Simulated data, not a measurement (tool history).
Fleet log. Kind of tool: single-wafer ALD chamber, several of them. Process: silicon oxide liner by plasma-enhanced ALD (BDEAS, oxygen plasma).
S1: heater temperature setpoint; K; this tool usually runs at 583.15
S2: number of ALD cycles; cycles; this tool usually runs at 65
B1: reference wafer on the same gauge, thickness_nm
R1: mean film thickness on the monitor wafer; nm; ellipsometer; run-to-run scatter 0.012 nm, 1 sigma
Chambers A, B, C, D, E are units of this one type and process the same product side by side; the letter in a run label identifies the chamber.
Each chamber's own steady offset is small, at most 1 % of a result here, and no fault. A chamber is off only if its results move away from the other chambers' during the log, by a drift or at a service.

run,day,S1,S2,B1,R1
1E,0.129,583.15,65,6.6090,5.9447
2B,0.304,583.15,65,6.6065,6.0210
3C,0.408,583.15,65,6.6100,5.9576
4D,0.538,583.15,65,6.6085,5.9855
5A,0.742,583.15,57,6.6123,5.2682
6D,0.892,583.15,57,6.6090,5.2616
7A,1.133,583.15,57,6.6128,5.2647
8B,1.300,583.15,57,6.6102,5.2697
9C,1.504,583.15,57,6.6062,5.2289
10E,1.650,576.15,72,6.6088,6.6635
11C,1.762,576.15,72,6.6113,6.6928
12A,1.921,576.15,72,6.6090,6.7134
13B,2.138,576.15,72,6.6090,6.7301
14E,2.333,576.15,72,6.6115,6.6662
15D,2.508,596.15,65,6.6090,5.8695
16D,2.675,596.15,65,6.6107,5.8767
17C,2.796,596.15,65,6.6095,5.8586
18A,2.917,596.15,65,6.6076,5.8895
19B,3.096,596.15,65,6.6138,5.9011
20E,3.283,583.15,65,6.6118,5.9461
21E,3.471,583.15,65,6.6101,5.9459
22A,3.688,583.15,65,6.6081,6.0013
23C,3.904,583.15,65,6.6112,5.9741
24D,4.088,583.15,65,6.6074,5.9909
25B,4.250,583.15,65,6.6073,6.0138
26B,4.375,595.15,53,6.6077,4.8313
27C,4.592,595.15,53,6.6104,4.7920
28D,4.792,595.15,53,6.6103,4.8081
29A,4.942,595.15,53,6.6097,4.8070
30E,5.125,595.15,53,6.6128,4.7849
31E,5.246,583.15,65,6.6094,5.9586
32D,5.438,583.15,65,6.6105,6.0001
33A,5.642,583.15,65,6.6076,6.0056
34B,5.838,575.15,57,6.6096,5.3301
35C,6.004,575.15,57,6.6075,5.2766
36B,6.229,575.15,57,6.6077,5.3311
37A,6.454,575.15,57,6.6083,5.2981
38D,6.621,575.15,57,6.6111,5.3079
39C,6.746,583.15,65,6.6112,5.9603
40E,6.950,583.15,65,6.6089,5.9547
41D,7.179,578.15,59,6.6131,5.4742
42B,7.404,578.15,59,6.6108,5.5149

Next, every chamber runs the same settings. What will each give?
43A,7.575,583.15,65,,?
43B,7.575,583.15,65,,?
43C,7.575,583.15,65,,?
43D,7.575,583.15,65,,?
43E,7.575,583.15,65,,?

run,R1
43A,5.9985
43B,6.0250
43C,5.9554
43D,5.9970
43E,5.9506

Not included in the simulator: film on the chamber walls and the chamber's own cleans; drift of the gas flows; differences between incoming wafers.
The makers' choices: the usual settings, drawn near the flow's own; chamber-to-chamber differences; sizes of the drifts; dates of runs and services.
